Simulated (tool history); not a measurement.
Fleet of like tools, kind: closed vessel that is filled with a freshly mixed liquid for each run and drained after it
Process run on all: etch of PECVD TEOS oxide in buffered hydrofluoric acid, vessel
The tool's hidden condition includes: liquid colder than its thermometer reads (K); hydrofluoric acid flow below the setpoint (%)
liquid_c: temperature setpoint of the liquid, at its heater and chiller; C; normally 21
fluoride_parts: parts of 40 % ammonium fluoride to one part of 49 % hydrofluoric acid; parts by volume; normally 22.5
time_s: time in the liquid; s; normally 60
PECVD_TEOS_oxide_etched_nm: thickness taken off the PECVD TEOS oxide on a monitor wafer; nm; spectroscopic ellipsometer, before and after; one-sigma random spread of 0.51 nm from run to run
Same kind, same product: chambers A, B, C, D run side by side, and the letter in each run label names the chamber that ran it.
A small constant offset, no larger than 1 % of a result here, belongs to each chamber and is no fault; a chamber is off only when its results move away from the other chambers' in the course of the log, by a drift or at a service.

run	hour	liquid_c	fluoride_parts	time_s	hours since the thermometer was replaced	hours since the hydrofluoric acid flow meter was replaced	read-back film thickness of the PECVD TEOS oxide reference wafer, read on the same gauge (nm)	PECVD_TEOS_oxide_etched_nm
1C	9.9	21	22.5	60	651.9	392.8	30.021	68.343
2A	20.5	21	22.5	60	363.6	909.4	30.014	68.182
3B	31.1	21	22.5	60	911	406.9	30.002	68.366
4D	38.6	21	22.5	60	614.7	1475.1	29.98	68.735
5A	45.6	21	22.5	60	388.7	934.5	29.999	68.413
6D	51.1	21	22.5	60	627.2	1487.6	29.988	69.166
7B	57.2	21	22.5	60	937.1	433	30	68.524
8C	68	21	19	60	710	450.9	29.985	78.664
9C	77.5	21	19	60	719.5	460.4	29.985	76.739
10D	82.9	21	19	60	659	1519.4	30.033	77.791
11B	88.1	21	19	60	968	463.9	30.01	78.18
12A	94.4	21	22.5	60	437.5	983.3	30.009	68.91
13D	102.7	21	22.5	60	678.8	1539.2	30.008	69.151
# hour 112.6: chamber D: hydrofluoric acid flow meter replaced
14B	113.4	19	22.5	60	993.3	489.2	29.983	60.814
15C	119.5	19	22.5	60	761.5	502.4	29.997	60.892
16A	127	19	22.5	60	470.1	1015.9	30.017	61.116
17A	136.4	19	22.5	60	479.5	1025.3	29.992	61.005
18D	144.4	21	22.5	60	720.5	31.8	30.003	69.61
19B	151.2	21	22.5	60	1031.1	527	30.021	68.687
# hour 159.3: chamber C: hydrofluoric acid flow meter replaced
20C	159.6	21	22.5	60	801.6	0.3	29.983	67.086
21A	167.1	21	22.5	60	510.2	1056	29.987	69.269
22C	178	21	22.5	60	820	18.7	29.988	66.998
23D	185.2	21	14	40	761.3	72.6	30.001	70.7
24B	193.5	21	14	40	1073.4	569.3	30.016	70.289
25B	202.7	21	14	40	1082.6	578.5	29.993	69.637
26D	214.6	21	14	40	790.7	102	30.003	70.062
27A	226.1	21	22.5	60	569.2	1115	29.993	68.517
28C	231.9	21	22.5	60	873.9	72.6	30.012	66.496
29A	243.9	21	22.5	60	587	1132.8	29.999	68.47
# hour 245.1: chamber B: hydrofluoric acid flow meter replaced
30D	249.8	25.5	15	60	825.9	137.2	30.015	126.54
# hour 250.2: chamber A: thermometer replaced
31B	260.1	25.5	15	60	1140	15	29.991	125.35
32C	270.4	25.5	15	60	912.4	111.1	29.991	121.91
33C	278	25.5	15	60	920	118.7	30.008	121.27
34D	289.3	21	22.5	60	865.4	176.7	30.005	68.64
35A	296.9	21	22.5	60	46.7	1185.8	29.988	68.927
36B	305.5	21	22.5	60	1185.4	60.4	30.018	68.315
37B	313	21	22.5	60	1192.9	67.9	30.007	68.721
38C	322.6	24.5	22.5	60	964.6	163.3	29.997	78.042
39D	334.4	24.5	22.5	60	910.5	221.8	29.985	83.321
40A	340.4	24.5	22.5	60	90.2	1229.3	29.991	83.042
41D	347.3	24.5	22.5	60	923.4	234.7	30.014	83.632
42B	356.5	21	22.5	60	1236.4	111.4	29.993	68.418
43A	368.6	21	22.5	75	118.4	1257.5	30.008	85.416

The same settings go to every chamber for the next run, one line per chamber below. Forecast the results for each:
44A	377.3	21	22.5	60				?
44B	377.3	21	22.5	60				?
44C	377.3	21	22.5	60				?
44D	377.3	21	22.5	60				?

run	PECVD_TEOS_oxide_etched_nm
44A	68.109
44B	68.154
44C	63.6
44D	69.882
